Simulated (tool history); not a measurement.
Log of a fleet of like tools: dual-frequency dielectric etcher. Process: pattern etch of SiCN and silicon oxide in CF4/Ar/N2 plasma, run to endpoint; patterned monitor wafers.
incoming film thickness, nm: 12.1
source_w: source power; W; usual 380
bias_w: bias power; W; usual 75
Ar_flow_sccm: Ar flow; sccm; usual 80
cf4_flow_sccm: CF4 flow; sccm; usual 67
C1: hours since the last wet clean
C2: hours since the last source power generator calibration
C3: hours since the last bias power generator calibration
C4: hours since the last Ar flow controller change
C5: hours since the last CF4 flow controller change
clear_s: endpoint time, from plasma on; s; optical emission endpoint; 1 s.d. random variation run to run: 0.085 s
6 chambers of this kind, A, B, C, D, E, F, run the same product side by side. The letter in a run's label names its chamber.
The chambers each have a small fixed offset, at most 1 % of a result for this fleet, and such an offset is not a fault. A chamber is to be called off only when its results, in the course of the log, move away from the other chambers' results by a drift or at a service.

run 1F hour=7.6 | source_w=380 bias_w=75 Ar_flow_sccm=80 cf4_flow_sccm=67 | C1=315.9 C2=2756.5 C3=3385.3 C4=4653.6 C5=1124.0 | clear_s=15.562
run 2A hour=17.8 | source_w=380 bias_w=75 Ar_flow_sccm=80 cf4_flow_sccm=67 | C1=97.0 C2=3452.2 C3=920.7 C4=1375.1 C5=1765.4 | clear_s=15.616
run 3E hour=22.7 | source_w=380 bias_w=75 Ar_flow_sccm=80 cf4_flow_sccm=67 | C1=338.5 C2=2949.9 C3=952.3 C4=541.3 C5=1455.9 | clear_s=15.856
run 4B hour=31.3 | source_w=380 bias_w=75 Ar_flow_sccm=80 cf4_flow_sccm=67 | C1=152.0 C2=1387.2 C3=2116.8 C4=1710.8 C5=1684.4 | clear_s=15.544
run 5D hour=37.1 | source_w=380 bias_w=75 Ar_flow_sccm=80 cf4_flow_sccm=67 | C1=179.3 C2=1006.8 C3=531.2 C4=3900.2 C5=1643.2 | clear_s=15.436
run 6C hour=43.9 | source_w=380 bias_w=75 Ar_flow_sccm=80 cf4_flow_sccm=67 | C1=143.8 C2=2948.2 C3=2963.1 C4=3758.4 C5=3167.3 | clear_s=15.644
run 7A hour=52.2 | source_w=380 bias_w=75 Ar_flow_sccm=80 cf4_flow_sccm=67 | C1=131.4 C2=3486.6 C3=955.1 C4=1409.5 C5=1799.8 | clear_s=15.516
run 8F hour=62.6 | source_w=380 bias_w=75 Ar_flow_sccm=80 cf4_flow_sccm=67 | C1=370.9 C2=2811.5 C3=3440.3 C4=4708.6 C5=1179.0 | clear_s=15.762
run 9C hour=69.5 | source_w=380 bias_w=75 Ar_flow_sccm=80 cf4_flow_sccm=67 | C1=169.4 C2=2973.8 C3=2988.7 C4=3784.0 C5=3192.9 | clear_s=15.552
run 10E hour=78.2 | source_w=380 bias_w=75 Ar_flow_sccm=80 cf4_flow_sccm=67 | C1=394.0 C2=3005.4 C3=1007.8 C4=596.8 C5=1511.4 | clear_s=15.675
run 11D hour=86.8 | source_w=380 bias_w=75 Ar_flow_sccm=80 cf4_flow_sccm=67 | C1=229.0 C2=1056.5 C3=580.9 C4=3949.9 C5=1692.9 | clear_s=15.655
run 12B hour=96.4 | source_w=380 bias_w=75 Ar_flow_sccm=80 cf4_flow_sccm=67 | C1=217.1 C2=1452.3 C3=2181.9 C4=1775.9 C5=1749.5 | clear_s=15.650
run 13B hour=101.8 | source_w=380 bias_w=75 Ar_flow_sccm=80 cf4_flow_sccm=67 | C1=222.5 C2=1457.7 C3=2187.3 C4=1781.3 C5=1754.9 | clear_s=15.557
run 14C hour=108.5 | source_w=380 bias_w=75 Ar_flow_sccm=80 cf4_flow_sccm=67 | C1=208.4 C2=3012.8 C3=3027.7 C4=3823.0 C5=3231.9 | clear_s=15.527
run 15E hour=114.9 | source_w=380 bias_w=75 Ar_flow_sccm=80 cf4_flow_sccm=67 | C1=430.7 C2=3042.1 C3=1044.5 C4=633.5 C5=1548.1 | clear_s=15.707
run 16D hour=125.4 | source_w=380 bias_w=75 Ar_flow_sccm=80 cf4_flow_sccm=67 | C1=267.6 C2=1095.1 C3=619.5 C4=3988.5 C5=1731.5 | clear_s=15.482
run 17F hour=132.6 | source_w=380 bias_w=75 Ar_flow_sccm=80 cf4_flow_sccm=67 | C1=440.9 C2=2881.5 C3=3510.3 C4=4778.6 C5=1249.0 | clear_s=15.501
run 18A hour=142.2 | source_w=380 bias_w=75 Ar_flow_sccm=80 cf4_flow_sccm=67 | C1=221.4 C2=3576.6 C3=1045.1 C4=1499.5 C5=1889.8 | clear_s=15.601
run 19B hour=150.8 | source_w=380 bias_w=75 Ar_flow_sccm=80 cf4_flow_sccm=67 | C1=271.5 C2=1506.7 C3=2236.3 C4=1830.3 C5=1803.9 | clear_s=15.481
-- hour=156.2 chamber B: Ar flow controller replaced
run 20F hour=160.6 | source_w=380 bias_w=75 Ar_flow_sccm=80 cf4_flow_sccm=67 | C1=468.9 C2=2909.5 C3=3538.3 C4=4806.6 C5=1277.0 | clear_s=15.760
run 21E hour=165.8 | source_w=380 bias_w=75 Ar_flow_sccm=65 cf4_flow_sccm=67 | C1=481.6 C2=3093.0 C3=1095.4 C4=684.4 C5=1599.0 | clear_s=15.304
-- hour=169.6 chamber F: wet clean of the chamber
run 22C hour=174.3 | source_w=380 bias_w=75 Ar_flow_sccm=65 cf4_flow_sccm=67 | C1=274.2 C2=3078.6 C3=3093.5 C4=3888.8 C5=3297.7 | clear_s=15.221
run 23A hour=184.4 | source_w=380 bias_w=75 Ar_flow_sccm=65 cf4_flow_sccm=67 | C1=263.6 C2=3618.8 C3=1087.3 C4=1541.7 C5=1932.0 | clear_s=15.173
run 24D hour=192.7 | source_w=380 bias_w=75 Ar_flow_sccm=65 cf4_flow_sccm=67 | C1=334.9 C2=1162.4 C3=686.8 C4=4055.8 C5=1798.8 | clear_s=15.234
run 25A hour=199.8 | source_w=380 bias_w=75 Ar_flow_sccm=65 cf4_flow_sccm=67 | C1=279.0 C2=3634.2 C3=1102.7 C4=1557.1 C5=1947.4 | clear_s=15.225
run 26C hour=205.3 | source_w=380 bias_w=75 Ar_flow_sccm=65 cf4_flow_sccm=67 | C1=305.2 C2=3109.6 C3=3124.5 C4=3919.8 C5=3328.7 | clear_s=15.235
run 27B hour=211.1 | source_w=380 bias_w=75 Ar_flow_sccm=80 cf4_flow_sccm=67 | C1=331.8 C2=1567.0 C3=2296.6 C4=54.9 C5=1864.2 | clear_s=15.346
run 28D hour=221.4 | source_w=380 bias_w=89 Ar_flow_sccm=80 cf4_flow_sccm=74 | C1=363.6 C2=1191.1 C3=715.5 C4=4084.5 C5=1827.5 | clear_s=14.624
run 29F hour=229.0 | source_w=380 bias_w=89 Ar_flow_sccm=80 cf4_flow_sccm=74 | C1=59.5 C2=2977.9 C3=3606.7 C4=4875.0 C5=1345.4 | clear_s=14.618
run 30E hour=234.7 | source_w=380 bias_w=89 Ar_flow_sccm=80 cf4_flow_sccm=74 | C1=550.5 C2=3161.9 C3=1164.3 C4=753.3 C5=1667.9 | clear_s=14.614
run 31F hour=241.6 | source_w=380 bias_w=89 Ar_flow_sccm=80 cf4_flow_sccm=74 | C1=72.1 C2=2990.5 C3=3619.3 C4=4887.6 C5=1358.0 | clear_s=14.601
run 32E hour=249.1 | source_w=380 bias_w=89 Ar_flow_sccm=80 cf4_flow_sccm=74 | C1=564.9 C2=3176.3 C3=1178.7 C4=767.7 C5=1682.3 | clear_s=14.714
run 33C hour=256.0 | source_w=380 bias_w=89 Ar_flow_sccm=80 cf4_flow_sccm=74 | C1=355.9 C2=3160.3 C3=3175.2 C4=3970.5 C5=3379.4 | clear_s=14.611
-- hour=256.9 chamber D: wet clean of the chamber
run 34B hour=261.9 | source_w=380 bias_w=75 Ar_flow_sccm=80 cf4_flow_sccm=67 | C1=382.6 C2=1617.8 C3=2347.4 C4=105.7 C5=1915.0 | clear_s=15.237
run 35A hour=272.2 | source_w=380 bias_w=75 Ar_flow_sccm=80 cf4_flow_sccm=56 | C1=351.4 C2=3706.6 C3=1175.1 C4=1629.5 C5=2019.8 | clear_s=16.139
run 36D hour=282.3 | source_w=380 bias_w=75 Ar_flow_sccm=80 cf4_flow_sccm=56 | C1=25.4 C2=1252.0 C3=776.4 C4=4145.4 C5=1888.4 | clear_s=16.157

Decide between three cases: one chamber stands off from its peers, the gauge reading all wafers drifts, or nothing is wrong past each chamber's small offset. Where a chamber is off, say which and what most likely put it there.

It is chamber B that slowly wanders off from its peers.
What lies behind it: source power that arrives over what is set, % = 3.73.
Not necessarily distinguishable in this log from: etch rate over this chamber's usual, %.

Below are 4 candidate recipes for chamber B's next run, each the usual settings with a change, their results shown as question marks. Which of them brings B's results back in line with what the other chambers give on the usual settings?
In line means no further than this from the other chambers' mean on the usual settings: clear_s 0.300 s
run 37B-1 hour=289.9 | source_w=370 bias_w=74 Ar_flow_sccm=80 cf4_flow_sccm=67 | clear_s=?
run 37B-2 hour=289.9 | source_w=380 bias_w=75 Ar_flow_sccm=60 cf4_flow_sccm=84 | clear_s=?
run 37B-3 hour=289.9 | source_w=380 bias_w=75 Ar_flow_sccm=80 cf4_flow_sccm=84 | clear_s=?
run 37B-4 hour=289.9 | source_w=380 bias_w=62 Ar_flow_sccm=86 cf4_flow_sccm=67 | clear_s=?

The mean the other chambers reach with the usual settings: clear_s 15.647 s
run=37B-1 clear_s=15.547
run=37B-2 clear_s=14.173
run=37B-3 clear_s=14.669
run=37B-4 clear_s=16.271
It is 37B-1 that realigns the chamber with its peers.
